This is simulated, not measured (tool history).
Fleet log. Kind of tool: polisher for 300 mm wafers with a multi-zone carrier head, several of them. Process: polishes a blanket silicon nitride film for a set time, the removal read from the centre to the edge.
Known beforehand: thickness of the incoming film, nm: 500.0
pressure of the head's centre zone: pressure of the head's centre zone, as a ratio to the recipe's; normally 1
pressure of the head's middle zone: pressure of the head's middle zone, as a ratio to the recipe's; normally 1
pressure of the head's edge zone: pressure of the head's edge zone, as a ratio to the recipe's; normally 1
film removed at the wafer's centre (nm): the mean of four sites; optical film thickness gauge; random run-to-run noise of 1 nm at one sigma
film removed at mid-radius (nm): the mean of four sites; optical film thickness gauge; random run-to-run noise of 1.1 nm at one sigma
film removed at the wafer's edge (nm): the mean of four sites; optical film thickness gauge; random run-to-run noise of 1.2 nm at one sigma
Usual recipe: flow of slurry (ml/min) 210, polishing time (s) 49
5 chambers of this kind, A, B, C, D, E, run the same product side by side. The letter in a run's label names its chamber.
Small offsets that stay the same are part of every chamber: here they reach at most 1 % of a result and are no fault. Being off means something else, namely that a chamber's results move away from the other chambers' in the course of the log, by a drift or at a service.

| run | hour | flow of slurry (ml/min) | pressure of the head's centre zone | pressure of the head's middle zone | pressure of the head's edge zone | polishing time (s) | wafers polished on this pad | hours since the slurry nozzle was cleaned | hours since the centre zone pressure was calibrated | hours since the edge zone pressure was calibrated | film removed at the wafer's centre (nm) | film removed at mid-radius (nm) | film removed at the wafer's edge (nm) |
|---|---|---|---|---|---|---|---|---|---|---|---|---|---|
|  | 3.6 | chamber A: worn pad replaced by a new one |
| 1E | 5.6 | 210 | 1 | 1 | 1 | 49 | 267 | 155.9 | 1215.3 | 153.3 | 139.98 | 140.51 | 142.08 |
|  | 14.6 | chamber C: worn pad replaced by a new one |
| 2D | 15.3 | 210 | 1 | 1 | 1 | 49 | 272 | 132 | 105 | 363 | 140.48 | 140.68 | 138.57 |
|  | 18 | chamber A: slurry nozzle cleaned |
|  | 22.9 | chamber B: worn pad replaced by a new one |
| 3C | 25 | 210 | 1 | 1 | 1 | 49 | 141 | 70.7 | 225.3 | 256.3 | 137.44 | 137.62 | 141.97 |
|  | 32.7 | chamber D: edge zone pressure recalibrated |
| 4A | 35.6 | 210 | 1 | 1 | 1 | 49 | 435 | 17.7 | 792.2 | 160.9 | 138.25 | 140.51 | 139.25 |
|  | 36.4 | chamber E: worn pad replaced by a new one |
| 5B | 45.2 | 210 | 0.93 | 1 | 1 | 49 | 302 | 104.3 | 359.2 | 147.9 | 128.04 | 140.46 | 141.05 |
| 6C | 52.4 | 210 | 0.93 | 1 | 1 | 49 | 513 | 98.1 | 252.7 | 283.7 | 126.92 | 139.26 | 138.95 |
| 7A | 57.9 | 210 | 0.93 | 1 | 1 | 49 | 737 | 40 | 814.5 | 183.2 | 128.13 | 138.11 | 137.06 |
|  | 64.4 | chamber A: worn pad replaced by a new one |
| 8E | 64.9 | 210 | 0.93 | 1 | 1 | 49 | 387 | 215.2 | 1274.6 | 212.6 | 129.08 | 139.46 | 139.68 |
| 9B | 76 | 210 | 0.93 | 1 | 1 | 49 | 720 | 135.1 | 390 | 178.7 | 128.06 | 139.7 | 138.91 |
|  | 77.6 | chamber D: worn pad replaced by a new one |
|  | 78.7 | chamber C: worn pad replaced by a new one |
|  | 86.9 | chamber E: worn pad replaced by a new one |
| 10D | 87.1 | 165 | 1 | 1 | 1 | 49 | 130 | 203.8 | 176.8 | 54.5 | 135.09 | 134.97 | 133.15 |
| 11A | 95.4 | 165 | 1 | 1 | 1 | 49 | 421 | 77.5 | 852 | 220.7 | 132.48 | 133.33 | 135.2 |
| 12D | 104.5 | 165 | 1 | 1 | 1 | 49 | 366 | 221.2 | 194.2 | 71.9 | 133.35 | 133.53 | 134.75 |
| 13C | 113.3 | 165 | 1 | 1 | 1 | 49 | 471 | 159 | 313.6 | 344.6 | 134.64 | 134.78 | 134.49 |
|  | 115.2 | chamber E: slurry nozzle cleaned |
| 14E | 120.4 | 165 | 1 | 1 | 1 | 49 | 455 | 5.2 | 1330.1 | 268.1 | 134.78 | 135.39 | 138.35 |
|  | 128 | chamber A: worn pad replaced by a new one |
| 15B | 131.9 | 210 | 1.1 | 1 | 1.07 | 49 | 1479 | 191 | 445.9 | 234.6 | 155.2 | 136.44 | 144.44 |
|  | 133.5 | chamber B: worn pad replaced by a new one |
| 16A | 137.9 | 210 | 1.1 | 1 | 1.07 | 49 | 135 | 120 | 894.5 | 263.2 | 154.04 | 140.98 | 144.46 |
|  | 143.2 | chamber E: worn pad replaced by a new one |
|  | 145.5 | chamber C: worn pad replaced by a new one |
| 17D | 148.6 | 210 | 1.1 | 1 | 1.07 | 49 | 965 | 265.3 | 238.3 | 116 | 154.21 | 140.53 | 143.21 |
|  | 157 | chamber C: centre zone pressure recalibrated |
| 18B | 157.5 | 210 | 1.1 | 1 | 1.07 | 49 | 326 | 216.6 | 471.5 | 260.2 | 152.91 | 136.84 | 143.57 |
|  | 163.6 | chamber D: worn pad replaced by a new one |
| 19C | 165.1 | 210 | 1.1 | 1 | 1.07 | 49 | 266 | 210.8 | 8.2 | 396.4 | 169.72 | 139.07 | 144.18 |
| 20E | 170.7 | 210 | 1 | 1 | 1 | 49 | 373 | 55.5 | 1380.4 | 318.4 | 140.16 | 140.19 | 140.22 |
| 21D | 180.6 | 210 | 1 | 1 | 1 | 49 | 231 | 297.3 | 270.3 | 148 | 137.93 | 139.87 | 138.8 |
| 22B | 187.6 | 210 | 1 | 1 | 1 | 49 | 734 | 246.7 | 501.6 | 290.3 | 140.5 | 138.41 | 137.23 |
|  | 190.2 | chamber C: slurry nozzle cleaned |
|  | 192.2 | chamber A: worn pad replaced by a new one |
| 23E | 195.5 | 210 | 1 | 1 | 1 | 49 | 710 | 80.3 | 1405.2 | 343.2 | 138.9 | 139.05 | 139.37 |
|  | 196.1 | chamber B: centre zone pressure recalibrated |
|  | 198.7 | chamber C: worn pad replaced by a new one |
|  | 203.9 | chamber E: worn pad replaced by a new one |
| 24C | 205.2 | 210 | 1 | 1.06 | 0.94 | 49 | 88 | 15 | 48.3 | 436.5 | 151.98 | 147.37 | 134.78 |
| 25A | 215.9 | 210 | 1 | 1.06 | 0.94 | 49 | 322 | 198 | 972.5 | 341.2 | 139.61 | 146.99 | 135.31 |
| 26C | 222.2 | 210 | 1 | 1.06 | 0.94 | 49 | 319 | 32 | 65.3 | 453.5 | 152.45 | 146.59 | 132.84 |
| 27D | 231.6 | 210 | 1 | 1.06 | 0.94 | 49 | 923 | 348.3 | 321.3 | 199 | 139.16 | 147.36 | 135.41 |
| 28E | 242.1 | 210 | 1 | 1.06 | 0.94 | 49 | 518 | 126.9 | 1451.8 | 389.8 | 138.28 | 144.4 | 136.1 |
|  | 246.9 | chamber D: worn pad replaced by a new one |
| 29B | 250.4 | 210 | 1 | 1 | 1 | 49 | 1587 | 309.5 | 54.3 | 353.1 | 137.11 | 137.91 | 138.57 |
|  | 252.2 | chamber C: worn pad replaced by a new one |
|  | 258.8 | chamber A: worn pad replaced by a new one |
| 30A | 261 | 210 | 1 | 1 | 1 | 49 | 30 | 243.1 | 1017.6 | 386.3 | 139.33 | 138.98 | 139.75 |
| 31D | 269.6 | 210 | 1 | 1 | 1 | 49 | 309 | 386.3 | 359.3 | 237 | 140.09 | 139.26 | 139.54 |
| 32C | 279.7 | 210 | 1 | 1 | 1 | 49 | 374 | 89.5 | 122.8 | 511 | 152.31 | 139.6 | 137.92 |
| 33A | 291.5 | 210 | 1 | 1 | 1 | 49 | 444 | 273.6 | 1048.1 | 416.8 | 139.41 | 141.03 | 138.3 |

Decide between three cases: one chamber stands off from its peers, the gauge reading all wafers drifts, or nothing is wrong past each chamber's small offset. Where a chamber is off, say which and what most likely put it there.

A service on chamber C put it out of line with the rest.
Cause: centre zone's pressure above its setpoint, % = 8.72.

Below are 4 candidate recipes for chamber C's next run, each the usual settings with a change, their results shown as question marks. Which of them brings C's results back in line with what the other chambers give on the usual settings?
A result is in line if it is within this distance of the other chambers' mean on the usual settings: film removed at the wafer's centre (nm) 3.6; film removed at mid-radius (nm) 3.9; film removed at the wafer's edge (nm) 4.1
| 34C-1 | 300.1 | 205 | 0.93 | 1.01 | 1.02 | 49 |  |  |  |  | ? | ? | ? |
| 34C-2 | 300.1 | 200 | 0.87 | 1.03 | 1.04 | 48 |  |  |  |  | ? | ? | ? |
| 34C-3 | 300.1 | 220 | 1.15 | 0.97 | 0.95 | 50 |  |  |  |  | ? | ? | ? |
| 34C-4 | 300.1 | 215 | 1.07 | 0.98 | 0.98 | 50 |  |  |  |  | ? | ? | ? |

Average result of the remaining chambers running the usual settings: film removed at the wafer's centre (nm) 139; film removed at mid-radius (nm) 139.11; film removed at the wafer's edge (nm) 139.03
| run | film removed at the wafer's centre (nm) | film removed at mid-radius (nm) | film removed at the wafer's edge (nm) |
|---|---|---|---|
| 34C-1 | 138.53 | 139.46 | 140.34 |
| 34C-2 | 125.49 | 138.63 | 138.49 |
| 34C-3 | 180.39 | 138.35 | 139.14 |
| 34C-4 | 166.18 | 139.28 | 141.02 |
34C-1 brings the chamber back in line.
